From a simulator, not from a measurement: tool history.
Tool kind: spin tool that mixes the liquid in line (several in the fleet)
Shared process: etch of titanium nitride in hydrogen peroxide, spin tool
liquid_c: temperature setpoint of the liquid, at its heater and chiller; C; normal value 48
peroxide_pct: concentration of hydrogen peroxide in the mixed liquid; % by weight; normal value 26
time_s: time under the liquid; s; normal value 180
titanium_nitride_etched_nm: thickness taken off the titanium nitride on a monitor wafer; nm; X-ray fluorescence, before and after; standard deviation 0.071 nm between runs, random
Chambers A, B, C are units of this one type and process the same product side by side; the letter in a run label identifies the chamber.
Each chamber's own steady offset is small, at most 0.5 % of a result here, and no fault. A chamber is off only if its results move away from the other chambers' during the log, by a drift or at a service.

| run | hour | liquid_c | peroxide_pct | time_s | hours since the thermometer was replaced | hours since the peroxide flow meter was replaced | hours since the heated supply line was repaired | hours since the drum of peroxide was connected | read-back film thickness of the titanium nitride reference wafer, read on the same gauge (nm) | titanium_nitride_etched_nm |
|---|---|---|---|---|---|---|---|---|---|---|
| 1B | 5.4 | 48 | 26 | 180 | 1377.2 | 616.2 | 1877.1 | 690.2 | 39.975 | 7.1308 |
| 2A | 10.9 | 48 | 26 | 180 | 711.7 | 123.4 | 2035.3 | 520.3 | 40.003 | 7.0856 |
| 3C | 16 | 48 | 26 | 180 | 1128 | 1551 | 124.7 | 107.2 | 39.982 | 7.27 |
| 4C | 19.2 | 48 | 26 | 180 | 1131.2 | 1554.2 | 127.9 | 110.4 | 40.006 | 7.234 |
| 5A | 24 | 48 | 26 | 180 | 724.8 | 136.5 | 2048.4 | 533.4 | 40.034 | 7.1583 |
| 6B | 28 | 48 | 26 | 180 | 1399.8 | 638.8 | 1899.7 | 712.8 | 39.986 | 7.2179 |
| 7A | 33.5 | 48 | 26 | 180 | 734.3 | 146 | 2057.9 | 542.9 | 40.016 | 7.1305 |
|  | 35.8 | chamber B: heated supply line repaired |
| 8C | 38.3 | 48 | 23 | 180 | 1150.3 | 1573.3 | 147 | 129.5 | 39.979 | 6.9741 |
| 9B | 43.5 | 48 | 23 | 180 | 1415.3 | 654.3 | 7.7 | 728.3 | 39.99 | 6.9669 |
| 10A | 48.5 | 48 | 23 | 180 | 749.3 | 161 | 2072.9 | 557.9 | 40.031 | 6.9543 |
| 11C | 51.8 | 48 | 26 | 180 | 1163.8 | 1586.8 | 160.5 | 143 | 40.018 | 7.1807 |
| 12B | 55.3 | 48 | 29 | 180 | 1427.1 | 666.1 | 19.5 | 740.1 | 40.002 | 7.4033 |
| 13B | 60.5 | 48 | 29 | 180 | 1432.3 | 671.3 | 24.7 | 745.3 | 40.003 | 7.3192 |
| 14A | 65.5 | 48 | 29 | 180 | 766.3 | 178 | 2089.9 | 574.9 | 40.009 | 7.3324 |
| 15C | 69.1 | 48 | 29.5 | 180 | 1181.1 | 1604.1 | 177.8 | 160.3 | 39.992 | 7.402 |
| 16B | 72.1 | 48 | 29.5 | 180 | 1443.9 | 682.9 | 36.3 | 756.9 | 39.997 | 7.3809 |
| 17C | 75.5 | 48 | 29.5 | 180 | 1187.5 | 1610.5 | 184.2 | 166.7 | 40.005 | 7.4398 |
| 18A | 80 | 38.5 | 26 | 280 | 780.8 | 192.5 | 2104.4 | 589.4 | 40.014 | 5.3891 |
| 19B | 85.4 | 38.5 | 26 | 280 | 1457.2 | 696.2 | 49.6 | 770.2 | 40.001 | 5.548 |
| 20A | 88.8 | 38.5 | 26 | 280 | 789.6 | 201.3 | 2113.2 | 598.2 | 39.998 | 5.4386 |
| 21C | 94.4 | 48 | 26 | 245 | 1206.4 | 1629.4 | 203.1 | 185.6 | 39.972 | 9.7447 |
| 22A | 96.9 | 48 | 26 | 245 | 797.7 | 209.4 | 2121.3 | 606.3 | 40.023 | 9.6794 |
| 23B | 102.3 | 48 | 26 | 245 | 1474.1 | 713.1 | 66.5 | 787.1 | 40.009 | 9.8261 |
| 24C | 106.7 | 48 | 26 | 180 | 1218.7 | 1641.7 | 215.4 | 197.9 | 40.026 | 7.2215 |
| 25A | 109.9 | 48 | 26 | 180 | 810.7 | 222.4 | 2134.3 | 619.3 | 40 | 7.1947 |
| 26B | 112.6 | 43 | 26 | 145 | 1484.4 | 723.4 | 76.8 | 797.4 | 39.968 | 4.012 |
| 27C | 116.7 | 43 | 26 | 145 | 1228.7 | 1651.7 | 225.4 | 207.9 | 40.008 | 4.0627 |
| 28B | 119.6 | 43 | 26 | 145 | 1491.4 | 730.4 | 83.8 | 804.4 | 40.001 | 3.9396 |
| 29C | 123 | 48 | 26 | 180 | 1235 | 1658 | 231.7 | 214.2 | 40.009 | 7.2453 |
| 30A | 128.2 | 48 | 26 | 180 | 829 | 240.7 | 2152.6 | 637.6 | 39.974 | 7.119 |
|  | 129.7 | chamber A: new drum of peroxide connected |
| 31B | 131.1 | 48 | 26 | 180 | 1502.9 | 741.9 | 95.3 | 815.9 | 39.98 | 7.0503 |
| 32C | 134.6 | 48 | 26 | 180 | 1246.6 | 1669.6 | 243.3 | 225.8 | 39.99 | 7.2031 |
| 33A | 137.6 | 48 | 26 | 180 | 838.4 | 250.1 | 2162 | 8 | 40.015 | 7.1951 |
| 34C | 141.7 | 48 | 26 | 180 | 1253.7 | 1676.7 | 250.4 | 232.9 | 40.024 | 7.1778 |
| 35B | 147.1 | 48 | 26 | 180 | 1518.9 | 757.9 | 111.3 | 831.9 | 39.992 | 7.1729 |
| 36A | 152.4 | 48 | 26 | 180 | 853.2 | 264.9 | 2176.8 | 22.8 | 40.012 | 7.1435 |
| 37C | 155.1 | 48 | 26 | 145 | 1267.1 | 1690.1 | 263.8 | 246.3 | 40.009 | 5.7467 |
| 38A | 158.8 | 48 | 26 | 145 | 859.6 | 271.3 | 2183.2 | 29.2 | 39.988 | 5.7247 |
| 39B | 163.1 | 48 | 26 | 145 | 1534.9 | 773.9 | 127.3 | 847.9 | 39.988 | 5.8317 |
| 40B | 168.7 | 48 | 26 | 180 | 1540.5 | 779.5 | 132.9 | 853.5 | 39.97 | 7.2204 |

Is one chamber out of step, is the gauge drifting, or do the chambers differ by no more than their own small offsets? For an off chamber, give its letter and the likeliest cause.

No chamber stands off beyond its own small offset, and the gauge holds steady.
